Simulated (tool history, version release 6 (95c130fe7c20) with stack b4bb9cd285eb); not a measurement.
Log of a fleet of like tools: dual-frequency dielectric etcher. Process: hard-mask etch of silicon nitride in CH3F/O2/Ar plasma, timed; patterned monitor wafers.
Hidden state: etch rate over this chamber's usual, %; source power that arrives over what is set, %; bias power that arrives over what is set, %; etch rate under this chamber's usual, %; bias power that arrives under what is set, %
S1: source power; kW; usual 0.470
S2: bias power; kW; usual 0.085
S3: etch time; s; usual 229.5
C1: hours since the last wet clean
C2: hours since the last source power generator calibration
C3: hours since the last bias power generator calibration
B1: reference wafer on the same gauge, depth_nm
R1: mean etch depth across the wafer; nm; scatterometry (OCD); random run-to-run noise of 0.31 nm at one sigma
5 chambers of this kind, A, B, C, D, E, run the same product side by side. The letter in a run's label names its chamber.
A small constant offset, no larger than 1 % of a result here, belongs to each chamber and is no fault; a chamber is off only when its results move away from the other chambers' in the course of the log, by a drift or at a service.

{"run": "1A", "hour": 7.7, "S1": 0.47, "S2": 0.085, "S3": 229.5, "C1": 274.5, "C2": 3180.5, "C3": 1440.9, "B1": 181.08, "R1": 180.67}
{"run": "2C", "hour": 12.2, "S1": 0.47, "S2": 0.085, "S3": 229.5, "C1": 31.7, "C2": 891.0, "C3": 1990.5, "B1": 180.86, "R1": 179.27}
{"run": "3E", "hour": 17.2, "S1": 0.47, "S2": 0.085, "S3": 229.5, "C1": 398.8, "C2": 324.6, "C3": 1266.0, "B1": 180.9, "R1": 182.21}
{"hour": 23.3, "done": "chamber A: source power generator calibrated"}
{"run": "4B", "hour": 24.3, "S1": 0.47, "S2": 0.085, "S3": 229.5, "C1": 206.6, "C2": 1198.5, "C3": 522.6, "B1": 180.8, "R1": 181.0}
{"run": "5D", "hour": 31.7, "S1": 0.47, "S2": 0.085, "S3": 229.5, "C1": 703.4, "C2": 342.9, "C3": 2386.3, "B1": 180.85, "R1": 179.25}
{"run": "6D", "hour": 38.9, "S1": 0.47, "S2": 0.085, "S3": 229.5, "C1": 710.6, "C2": 350.1, "C3": 2393.5, "B1": 180.88, "R1": 179.04}
{"run": "7C", "hour": 47.1, "S1": 0.47, "S2": 0.085, "S3": 229.5, "C1": 66.6, "C2": 925.9, "C3": 2025.4, "B1": 180.79, "R1": 179.82}
{"run": "8E", "hour": 54.5, "S1": 0.47, "S2": 0.085, "S3": 229.5, "C1": 436.1, "C2": 361.9, "C3": 1303.3, "B1": 180.63, "R1": 181.26}
{"hour": 57.4, "done": "chamber D: wet clean of the chamber"}
{"run": "9B", "hour": 60.7, "S1": 0.47, "S2": 0.085, "S3": 229.5, "C1": 243.0, "C2": 1234.9, "C3": 559.0, "B1": 180.72, "R1": 180.68}
{"run": "10A", "hour": 65.7, "S1": 0.4, "S2": 0.085, "S3": 291.0, "C1": 332.5, "C2": 42.5, "C3": 1498.9, "B1": 180.66, "R1": 215.2}
{"run": "11A", "hour": 74.0, "S1": 0.4, "S2": 0.085, "S3": 291.0, "C1": 340.8, "C2": 50.8, "C3": 1507.2, "B1": 180.61, "R1": 214.17}
{"run": "12D", "hour": 79.6, "S1": 0.4, "S2": 0.085, "S3": 291.0, "C1": 22.2, "C2": 390.8, "C3": 2434.2, "B1": 180.58, "R1": 213.35}
{"run": "13E", "hour": 87.0, "S1": 0.4, "S2": 0.085, "S3": 291.0, "C1": 468.6, "C2": 394.4, "C3": 1335.8, "B1": 180.56, "R1": 215.98}
{"run": "14B", "hour": 94.4, "S1": 0.4, "S2": 0.085, "S3": 291.0, "C1": 276.7, "C2": 1268.6, "C3": 592.7, "B1": 180.4, "R1": 216.87}
{"run": "15C", "hour": 102.2, "S1": 0.47, "S2": 0.085, "S3": 229.5, "C1": 121.7, "C2": 981.0, "C3": 2080.5, "B1": 180.49, "R1": 179.57}
{"run": "16D", "hour": 109.7, "S1": 0.47, "S2": 0.085, "S3": 229.5, "C1": 52.3, "C2": 420.9, "C3": 2464.3, "B1": 180.47, "R1": 178.65}
{"hour": 110.5, "done": "chamber E: wet clean of the chamber"}
{"run": "17E", "hour": 115.7, "S1": 0.47, "S2": 0.085, "S3": 229.5, "C1": 5.2, "C2": 423.1, "C3": 1364.5, "B1": 180.31, "R1": 181.64}
{"run": "18B", "hour": 119.7, "S1": 0.47, "S2": 0.085, "S3": 229.5, "C1": 302.0, "C2": 1293.9, "C3": 618.0, "B1": 180.34, "R1": 180.85}
{"run": "19C", "hour": 125.2, "S1": 0.47, "S2": 0.085, "S3": 229.5, "C1": 144.7, "C2": 1004.0, "C3": 2103.5, "B1": 180.28, "R1": 178.61}
{"run": "20A", "hour": 131.5, "S1": 0.47, "S2": 0.085, "S3": 229.5, "C1": 398.3, "C2": 108.3, "C3": 1564.7, "B1": 180.32, "R1": 179.65}
{"run": "21B", "hour": 135.4, "S1": 0.47, "S2": 0.085, "S3": 229.5, "C1": 317.7, "C2": 1309.6, "C3": 633.7, "B1": 180.27, "R1": 180.45}
{"run": "22D", "hour": 142.9, "S1": 0.47, "S2": 0.085, "S3": 229.5, "C1": 85.5, "C2": 454.1, "C3": 2497.5, "B1": 180.26, "R1": 178.6}
{"run": "23C", "hour": 147.5, "S1": 0.47, "S2": 0.085, "S3": 229.5, "C1": 167.0, "C2": 1026.3, "C3": 2125.8, "B1": 180.22, "R1": 178.68}
{"run": "24A", "hour": 156.1, "S1": 0.47, "S2": 0.085, "S3": 229.5, "C1": 422.9, "C2": 132.9, "C3": 1589.3, "B1": 180.16, "R1": 179.31}
{"run": "25E", "hour": 163.9, "S1": 0.58, "S2": 0.085, "S3": 204.0, "C1": 53.4, "C2": 471.3, "C3": 1412.7, "B1": 180.13, "R1": 174.57}
{"run": "26E", "hour": 168.3, "S1": 0.58, "S2": 0.085, "S3": 204.0, "C1": 57.8, "C2": 475.7, "C3": 1417.1, "B1": 180.14, "R1": 174.74}
{"run": "27C", "hour": 174.3, "S1": 0.58, "S2": 0.085, "S3": 204.0, "C1": 193.8, "C2": 1053.1, "C3": 2152.6, "B1": 180.08, "R1": 172.0}
{"run": "28D", "hour": 181.2, "S1": 0.58, "S2": 0.085, "S3": 204.0, "C1": 123.8, "C2": 492.4, "C3": 2535.8, "B1": 180.04, "R1": 170.85}
{"run": "29B", "hour": 188.0, "S1": 0.58, "S2": 0.085, "S3": 204.0, "C1": 370.3, "C2": 1362.2, "C3": 686.3, "B1": 180.02, "R1": 173.35}
{"run": "30A", "hour": 195.7, "S1": 0.47, "S2": 0.085, "S3": 229.5, "C1": 462.5, "C2": 172.5, "C3": 1628.9, "B1": 179.98, "R1": 179.53}
{"hour": 195.8, "done": "chamber A: wet clean of the chamber"}
{"run": "31E", "hour": 203.2, "S1": 0.47, "S2": 0.085, "S3": 229.5, "C1": 92.7, "C2": 510.6, "C3": 1452.0, "B1": 179.88, "R1": 180.78}
{"run": "32B", "hour": 208.2, "S1": 0.42, "S2": 0.085, "S3": 229.5, "C1": 390.5, "C2": 1382.4, "C3": 706.5, "B1": 179.93, "R1": 173.59}
{"run": "33C", "hour": 215.3, "S1": 0.42, "S2": 0.085, "S3": 229.5, "C1": 234.8, "C2": 1094.1, "C3": 2193.6, "B1": 179.82, "R1": 171.37}
{"run": "34A", "hour": 224.1, "S1": 0.42, "S2": 0.085, "S3": 229.5, "C1": 28.4, "C2": 200.9, "C3": 1657.3, "B1": 179.76, "R1": 172.33}
{"run": "35D", "hour": 231.0, "S1": 0.42, "S2": 0.085, "S3": 229.5, "C1": 173.6, "C2": 542.2, "C3": 2585.6, "B1": 179.84, "R1": 170.89}
{"run": "36C", "hour": 235.0, "S1": 0.42, "S2": 0.085, "S3": 229.5, "C1": 254.5, "C2": 1113.8, "C3": 2213.3, "B1": 179.77, "R1": 170.68}

Next, every chamber runs the same settings. What will each give?
{"run": "37A", "hour": 241.4, "S1": 0.54, "S2": 0.085, "S3": 229.5, "R1": "?"}
{"run": "37B", "hour": 241.4, "S1": 0.54, "S2": 0.085, "S3": 229.5, "R1": "?"}
{"run": "37C", "hour": 241.4, "S1": 0.54, "S2": 0.085, "S3": 229.5, "R1": "?"}
{"run": "37D", "hour": 241.4, "S1": 0.54, "S2": 0.085, "S3": 229.5, "R1": "?"}
{"run": "37E", "hour": 241.4, "S1": 0.54, "S2": 0.085, "S3": 229.5, "R1": "?"}

run=37A R1=189.25
run=37B R1=189.22
run=37C R1=188.31
run=37D R1=186.76
run=37E R1=190.00

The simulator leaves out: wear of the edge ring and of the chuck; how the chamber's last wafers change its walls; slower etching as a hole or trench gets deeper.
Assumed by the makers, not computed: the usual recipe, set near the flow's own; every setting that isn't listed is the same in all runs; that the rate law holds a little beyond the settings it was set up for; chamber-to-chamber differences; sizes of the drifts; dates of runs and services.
